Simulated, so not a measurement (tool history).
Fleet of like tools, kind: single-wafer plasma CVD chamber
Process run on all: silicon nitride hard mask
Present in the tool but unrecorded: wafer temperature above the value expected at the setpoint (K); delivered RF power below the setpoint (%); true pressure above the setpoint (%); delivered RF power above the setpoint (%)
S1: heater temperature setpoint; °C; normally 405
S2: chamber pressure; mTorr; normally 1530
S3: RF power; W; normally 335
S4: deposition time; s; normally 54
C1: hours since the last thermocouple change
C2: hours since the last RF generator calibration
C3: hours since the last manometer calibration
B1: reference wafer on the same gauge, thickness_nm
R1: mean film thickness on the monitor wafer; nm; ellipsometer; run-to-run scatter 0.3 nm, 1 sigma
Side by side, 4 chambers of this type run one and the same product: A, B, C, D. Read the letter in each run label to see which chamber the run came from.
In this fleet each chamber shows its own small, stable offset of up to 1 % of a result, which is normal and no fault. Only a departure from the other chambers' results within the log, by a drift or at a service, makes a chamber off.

run	day	S1	S2	S3	S4	C1	C2	C3	B1	R1
1B	0.162	405	1530	335	54	155	278.3	793.4	74.441	65.479
2D	0.512	405	1530	335	54	227.1	71.2	380.4	74.392	65.524
3A	0.742	405	1530	335	54	1104.2	1459.8	926	74.325	65.834
4C	1.088	405	1530	335	54	661.4	690.5	1020.8	74.448	65.272
5A	1.275	405	1530	335	54	1117	1472.6	938.8	74.358	65.56
6B	1.583	405	1530	335	54	189.1	312.4	827.5	74.287	64.994
7D	1.821	405	1530	335	54	258.5	102.6	411.8	74.347	65.536
8C	2.104	410	1530	275	54	685.8	714.9	1045.2	74.429	57.628
9A	2.262	410	1530	275	54	1140.7	1496.3	962.5	74.397	57.361
10D	2.579	410	1530	275	54	276.7	120.8	430	74.413	57.273
11B	2.883	410	1530	275	54	220.3	343.6	858.7	74.381	57.115
12C	3.042	405	1530	335	54	708.3	737.4	1067.7	74.389	65.287
13B	3.196	405	1530	335	54	227.8	351.1	866.2	74.297	65.016
14A	3.496	405	1530	335	54	1170.3	1525.9	992.1	74.358	65.671
15D	3.833	405	1530	335	54	306.8	150.9	460.1	74.39	65.089
16C	4.138	405	1530	335	54	734.6	763.7	1094	74.399	65.518
17A	4.388	405	1530	335	54	1191.7	1547.3	1013.5	74.37	66.173
18B	4.708	405	1530	335	54	264.1	387.4	902.5	74.423	64.738
19D	4.962	405	1530	335	54	333.9	178	487.2	74.398	65.992
20C	5.208	405	1530	335	54	760.3	789.4	1119.7	74.39	64.9
21C	5.504	405	1530	335	54	767.4	796.5	1126.8	74.325	65.633
22D	5.733	405	1530	335	54	352.4	196.5	505.7	74.367	65.634
23A	5.883	394	1210	335	54	1227.6	1583.2	1049.4	74.344	61.88
24B	6.229	394	1210	335	54	300.6	423.9	939	74.477	60.903
25A	6.396	394	1210	335	54	1239.9	1595.5	1061.7	74.47	61.495
26D	6.658	394	1210	335	54	374.6	218.7	527.9	74.498	61.199
27C	7	405	1280	335	44.9	803.3	832.4	1162.7	74.357	51.305
28B	7.308	405	1280	335	44.9	326.5	449.8	964.9	74.411	51.279
29D	7.638	405	1280	335	44.9	398.1	242.2	551.4	74.389	52.094
30A	7.796	405	1280	335	44.9	1273.5	1629.1	1095.3	74.406	52.271
# day 7.871: chamber C: capacitance manometer re-zeroed and calibrated
# day 7.954: chamber A: RF generator calibrated
31B	8.079	405	1530	335	54	345	468.3	983.4	74.416	64.895
32C	8.233	410	1720	335	54	832.9	862	8.7	74.335	67.706
33C	8.475	410	1720	335	54	838.7	867.8	14.5	74.415	67.056
34A	8.762	410	1720	335	54	1296.7	19.5	1118.5	74.334	68.919
35D	8.946	410	1720	335	54	429.5	273.6	582.8	74.263	67.981
36B	9.121	405	1530	335	54	370	493.3	1008.4	74.318	65.214
# day 9.354: chamber A: capacitance manometer re-zeroed and calibrated
37A	9.458	405	1530	335	60	1313.4	36.2	2.5	74.391	73.441

All chambers now run identical settings, listed one chamber a line with results as question marks. What results will each chamber show?
38A	9.708	405	1530	295	54					?
38B	9.708	405	1530	295	54					?
38C	9.708	405	1530	295	54					?
38D	9.708	405	1530	295	54					?

run	R1
38A	60.329
38B	59.282
38C	60.255
38D	60.174

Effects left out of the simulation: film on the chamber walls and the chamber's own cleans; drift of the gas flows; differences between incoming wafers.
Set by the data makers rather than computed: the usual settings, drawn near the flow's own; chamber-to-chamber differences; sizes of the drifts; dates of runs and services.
